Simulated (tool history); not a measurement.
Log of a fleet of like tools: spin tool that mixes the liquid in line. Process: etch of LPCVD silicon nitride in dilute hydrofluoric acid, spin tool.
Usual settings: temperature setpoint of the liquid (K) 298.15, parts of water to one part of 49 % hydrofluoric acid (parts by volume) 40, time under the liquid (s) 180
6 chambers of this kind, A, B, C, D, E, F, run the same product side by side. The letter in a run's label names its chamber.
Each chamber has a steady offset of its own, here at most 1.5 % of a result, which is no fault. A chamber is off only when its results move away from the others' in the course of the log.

run,day,temperature setpoint of the liquid (K),parts of water to one part of 49 % hydrofluoric acid (parts by volume),time under the liquid (s),hours since the thermometer was replaced,hours since the hydrofluoric acid flow meter was replaced,"read-back film thickness of the LPCVD silicon nitride reference wafer, read on the same gauge (nm)",thickness taken off the LPCVD silicon nitride on a monitor wafer (Å)
1C,0.388,298.15,40,180,1189.4,976.4,59.995,24.327
2D,0.592,298.15,40,180,1162.7,1218.0,59.983,24.951
3A,0.975,298.15,40,180,1619.3,923.9,59.994,24.415
4B,1.362,298.15,40,180,185.7,773.7,59.989,24.220
5E,1.696,298.15,40,180,1023.2,635.9,60.009,23.984
6F,2.112,298.15,40,180,680.4,612.8,59.980,24.379
7A,2.529,298.15,40,180,1656.6,961.2,60.006,24.305
8E,2.938,298.15,40,180,1053.0,665.7,60.014,23.994
# day 3.075: chamber E: thermometer replaced
9D,3.150,298.15,40,180,1224.1,1279.4,60.003,24.878
10F,3.517,298.15,40,180,714.1,646.5,60.006,24.975
11C,3.871,298.15,40,180,1273.0,1060.0,59.975,23.582
12B,4.183,298.15,40,180,253.4,841.4,59.998,24.346
13A,4.442,298.15,40,180,1702.5,1007.1,59.992,24.128
14D,4.675,298.15,40,180,1260.7,1316.0,60.025,24.366
15E,4.867,298.15,40,180,43.1,712.0,60.001,24.401
16B,5.171,298.15,40,180,277.1,865.1,60.015,24.278
17C,5.379,298.15,40,180,1309.2,1096.2,60.013,23.476
18F,5.629,298.15,40,180,764.8,697.2,60.007,24.184
19E,5.958,298.15,40,180,69.3,738.2,59.987,24.473
20D,6.212,298.15,40,180,1297.6,1352.9,60.008,25.002
21F,6.600,298.15,40,180,788.1,720.5,59.986,24.328
22A,6.925,298.15,40,180,1762.1,1066.7,60.019,24.363
23B,7.238,298.15,45,180,326.7,914.7,60.002,21.907
24C,7.446,298.15,45,180,1358.8,1145.8,60.005,20.108
25D,7.638,298.15,45,180,1331.8,1387.1,59.998,22.161
26A,7.983,298.15,45,180,1787.5,1092.1,59.997,21.621
27E,8.362,298.15,45,180,127.0,795.9,59.998,21.595
28B,8.775,298.15,45,180,363.6,951.6,60.001,21.774
29F,8.967,298.15,40,180,844.9,777.3,59.998,24.372
30C,9.246,298.15,40,180,1402.0,1189.0,60.004,22.185
31A,9.675,298.15,40,180,1828.1,1132.7,60.003,24.184
# day 9.821: chamber F: hydrofluoric acid flow meter replaced
32B,10.096,298.15,40,180,395.3,983.3,59.992,24.697
33F,10.438,298.15,45,225,880.2,14.9,59.995,27.388
34C,10.788,298.15,45,225,1439.0,1226.0,60.010,24.546
35E,11.175,298.15,45,225,194.5,863.4,60.015,27.017
36D,11.583,298.15,45,225,1426.5,1481.8,60.010,27.299
37E,12.004,298.15,45,225,214.4,883.3,60.006,27.146

Next, every chamber runs the same settings. What will each give?
38A,12.317,298.15,40,180,,,,?
38B,12.317,298.15,40,180,,,,?
38C,12.317,298.15,40,180,,,,?
38D,12.317,298.15,40,180,,,,?
38E,12.317,298.15,40,180,,,,?
38F,12.317,298.15,40,180,,,,?

run,thickness taken off the LPCVD silicon nitride on a monitor wafer (Å)
38A,24.099
38B,24.525
38C,21.211
38D,24.190
38E,24.300
38F,24.818
